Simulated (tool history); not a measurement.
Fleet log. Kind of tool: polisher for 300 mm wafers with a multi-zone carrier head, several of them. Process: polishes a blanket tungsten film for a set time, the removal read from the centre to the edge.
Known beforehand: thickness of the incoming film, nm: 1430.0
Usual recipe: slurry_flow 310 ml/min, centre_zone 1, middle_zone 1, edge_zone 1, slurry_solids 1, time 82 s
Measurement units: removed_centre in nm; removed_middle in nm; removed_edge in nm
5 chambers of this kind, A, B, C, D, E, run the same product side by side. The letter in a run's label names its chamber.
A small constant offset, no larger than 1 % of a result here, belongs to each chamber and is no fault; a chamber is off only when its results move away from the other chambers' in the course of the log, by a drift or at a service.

run     day  slurry_flow  centre_zone  middle_zone  edge_zone  slurry_solids  time  removed_centre  removed_middle  removed_edge
      0.046  -- chamber E: worn pad replaced by a new one
      0.379  -- chamber D: worn pad replaced by a new one
 1B   0.438          310            1            1          1              1    82          439.97          432.93        441.46
 2D   0.758          310            1            1          1              1    82          437.11          441.15        440.59
 3A   1.283          310            1            1          1              1    82          439.28          442.56        431.33
 4E   1.892          310            1            1          1              1    82          434.08          441.07        435.94
 5C   2.333          310            1            1          1              1    82          443.18           436.3        442.37
 6A   2.933          310            1            1          1              1    82          434.99          445.43         437.3
 7C   3.388          385         0.89            1          1              1    82          399.37          454.77        445.43
      3.942  -- chamber C: worn pad replaced by a new one
 8E   4.033          385         0.89            1          1              1    82          393.02          448.53        451.52
       4.15  -- chamber A: worn pad replaced by a new one
      4.225  -- chamber D: worn pad replaced by a new one
 9B   4.492          385         0.89            1          1              1    82          399.54          446.42        443.68
      4.512  -- chamber C: slurry nozzle cleaned
10D   5.004          385         0.89            1          1              1    82             395          469.77        450.08
      5.021  -- chamber B: worn pad replaced by a new one
11D   5.679          385         0.89            1          1              1    82          390.14          453.64        448.49
12E   5.996          310            1            1          1              1    82          431.44           438.6        431.18
      6.092  -- chamber B: centre zone pressure recalibrated
13B   6.404          310            1            1          1              1    82          401.64          437.97        434.31
      6.621  -- chamber E: worn pad replaced by a new one
14A   6.729          310            1            1          1              1    82           443.3          447.58        449.77
15C   7.038          310            1            1          1              1    82          439.69          439.12        447.91
16E   7.367          310            1            1          1              1    82           435.6          440.93        441.37
      7.921  -- chamber C: worn pad replaced by a new one
17B   8.021          310            1            1          1              1    82          400.12          435.97        438.28
      8.258  -- chamber D: worn pad replaced by a new one
18D   8.567          310            1            1          1              1    82             444          438.39        442.47
      8.871  -- chamber D: slurry nozzle cleaned
19C   8.883          310         1.08         1.12          1              1    82          482.44          490.14        429.59
20A   9.412          310         1.08         1.12          1              1    82          477.76          478.67        431.95
21B   9.942          310         1.08         1.12          1              1    82           440.5          491.66        437.13
22C  10.346          310         1.08         1.12          1              1    82          478.29          488.43        437.82
     10.725  -- chamber B: worn pad replaced by a new one
23D  10.971          310         1.08         1.12          1              1    82          478.38          495.45         435.2
24A   11.45          310            1            1          1              1    82          440.97          434.19        451.87
25E  11.771          250         0.95            1          1              1    82          404.62          426.94         423.6
     11.862  -- chamber D: worn pad replaced by a new one
26B  12.333          250         0.95            1          1              1    82           365.9          427.25         429.5
     12.662  -- chamber A: worn pad replaced by a new one
27A  12.854          250         0.95            1          1              1    82          405.34           428.6        439.81
     12.979  -- chamber C: worn pad replaced by a new one
     13.142  -- chamber A: slurry nozzle cleaned
28C  13.196          250         0.95            1          1              1    82          405.34          428.61        429.83
     13.258  -- chamber E: worn pad replaced by a new one
29D  13.808          250         0.95            1          1              1    82          408.13          435.76        434.98
30E  14.383          310            1            1          1              1    82          437.79          429.23        435.54
31C  14.767          310            1            1          1              1    82          443.94          444.67         432.3
     15.296  -- chamber D: worn pad replaced by a new one
32A  15.392          310            1            1          1              1    82          436.75          451.14        440.94
33B  16.025          310            1            1          1              1    82          400.67          436.38        440.25
34D  16.554          310            1            1          1              1    82          439.85          439.04        439.13
35E  17.212          310            1            1          1              1    82          439.77          436.02        438.09
36D  17.512          310            1            1          1              1    82           436.8          450.54        435.41
37E  17.904          310            1            1          1            1.2    59          331.22          331.67        325.69
38A  18.571          310            1            1          1            1.2    59          330.46          330.02        331.92

Next, every chamber runs the same settings. What will each give?
39A  19.054          310            1            1          1              1    82               ?               ?             ?
39B  19.054          310            1            1          1              1    82               ?               ?             ?
39C  19.054          310            1            1          1              1    82               ?               ?             ?
39D  19.054          310            1            1          1              1    82               ?               ?             ?
39E  19.054          310            1            1          1              1    82               ?               ?             ?

run  removed_centre  removed_middle  removed_edge
39A          438.33          436.55         441.2
39B          401.28          444.45         425.7
39C           439.2          440.23        444.24
39D             440          448.66        445.48
39E          438.68          430.33        446.77
